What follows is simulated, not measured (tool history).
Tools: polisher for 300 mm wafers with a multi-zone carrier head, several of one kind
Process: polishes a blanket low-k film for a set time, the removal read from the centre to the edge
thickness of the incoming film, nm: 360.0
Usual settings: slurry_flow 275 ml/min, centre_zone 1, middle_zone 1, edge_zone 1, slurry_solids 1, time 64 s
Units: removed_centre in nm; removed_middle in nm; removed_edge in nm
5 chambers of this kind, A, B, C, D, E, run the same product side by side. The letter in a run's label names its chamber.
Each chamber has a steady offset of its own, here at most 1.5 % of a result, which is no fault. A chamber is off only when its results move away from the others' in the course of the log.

run	hour	slurry_flow	centre_zone	middle_zone	edge_zone	slurry_solids	time	removed_centre	removed_middle	removed_edge
1D	3.1	275	1	1	1	1	64	27.129	26.57	26.74
# hour 3.2: chamber B: worn pad replaced by a new one
2A	6.5	275	1	1	1	1	64	26.636	26.595	25.668
3B	8.9	275	1	1	1	1	64	26.592	26.775	27.028
4C	10.9	275	1	1	1	1	64	26.777	27.204	26.364
5E	14.9	275	1	1	1	1	64	26.585	26.585	26.495
6E	19	275	1	1	1	1	64	26.804	26.557	26.01
7D	22.7	275	1	1	1	1	64	27.053	27.027	26.862
8A	25.3	275	1	1	1	1	64	26.289	26.163	26.272
9B	27.6	275	1	1	1	1	64	26.459	26.798	26.233
10C	30.2	275	1	1	1	1	64	26.806	27.137	26.64
11D	33.1	275	1	1	1	1	64	27.264	26.145	26.65
12A	36.9	275	1	1	1	1	64	26.546	26.195	26.579
13C	39.6	275	1	1	1	1	64	26.915	26.843	26.425
# hour 41.7: chamber B: centre zone pressure recalibrated
14E	43.3	275	1	1	1	1	64	26.803	26.397	26.888
15B	46.5	275	1	1	1	1	64	24.113	26.705	26.567
16D	49.9	275	1	1	1	1	64	26.939	26.501	26.831
# hour 50.1: chamber C: worn pad replaced by a new one
17C	53.8	275	1	1	1	1	64	26.594	27.2	26.917
18E	56.5	275	1	1	1	0.75	64	22.929	22.672	23.086
19A	59.7	275	1	1	1	0.75	64	22.954	23.295	22.464
20B	62.4	275	1	1	1	0.75	64	21.369	22.989	23.247
# hour 63.7: chamber C: centre zone pressure recalibrated
21E	66.1	275	1	1	1	0.75	64	22.983	22.729	23.321
22A	68.4	275	1	1	1	0.75	64	23.117	22.648	23.365
# hour 70.1: chamber D: worn pad replaced by a new one
23C	72.1	275	1	1	1	1	64	26.715	27.129	26.849
24D	75	275	0.9	1	1	1.25	64	26.71	29.658	29.408
# hour 76.1: chamber A: worn pad replaced by a new one
25B	77.2	275	0.9	1	1	1.25	64	23.816	29.381	29.117
26B	79.3	275	0.9	1	1	1.25	64	24.027	29.187	29.702
27A	83.5	275	0.9	1	1	1.25	64	25.792	29.316	29.117
28E	87.5	275	0.9	1	1	1.25	64	26.36	28.772	29.926
# hour 90.9: chamber A: slurry nozzle cleaned
29D	91.6	275	1	1.06	1	1	64	27.134	28.567	26.384
# hour 92.8: chamber B: worn pad replaced by a new one
30C	94.1	275	1	1.06	1	1	64	27.322	27.932	26.656
31D	97.2	275	1	1.06	1	1	64	27.239	28.152	26.318
32A	99.4	275	1	1.06	1	1	64	26.261	27.688	26.545
33B	103.6	275	1	1.06	1	1	64	24.536	28.483	26.342
34C	105.9	275	1	1	1	1	64	26.98	26.73	26.692
35E	108.7	275	1	1	1	1	64	26.94	26.881	26.826
36A	111.1	275	1	1	1	1	64	26.405	25.92	26.537
37E	115.2	275	1	1	1	1	64	27.011	26.556	26.396
38B	119.2	275	1	1	1	1	64	24.393	26.653	26.772

All 5 chambers run these settings next. Forecast each chamber's results:
39A	122.2	275	1	1	1	1	64	?	?	?
39B	122.2	275	1	1	1	1	64	?	?	?
39C	122.2	275	1	1	1	1	64	?	?	?
39D	122.2	275	1	1	1	1	64	?	?	?
39E	122.2	275	1	1	1	1	64	?	?	?

run	removed_centre	removed_middle	removed_edge
39A	26.286	26.094	25.831
39B	24.389	26.364	26.67
39C	27.142	27.446	26.639
39D	26.947	26.605	27.017
39E	26.796	26.548	26.775

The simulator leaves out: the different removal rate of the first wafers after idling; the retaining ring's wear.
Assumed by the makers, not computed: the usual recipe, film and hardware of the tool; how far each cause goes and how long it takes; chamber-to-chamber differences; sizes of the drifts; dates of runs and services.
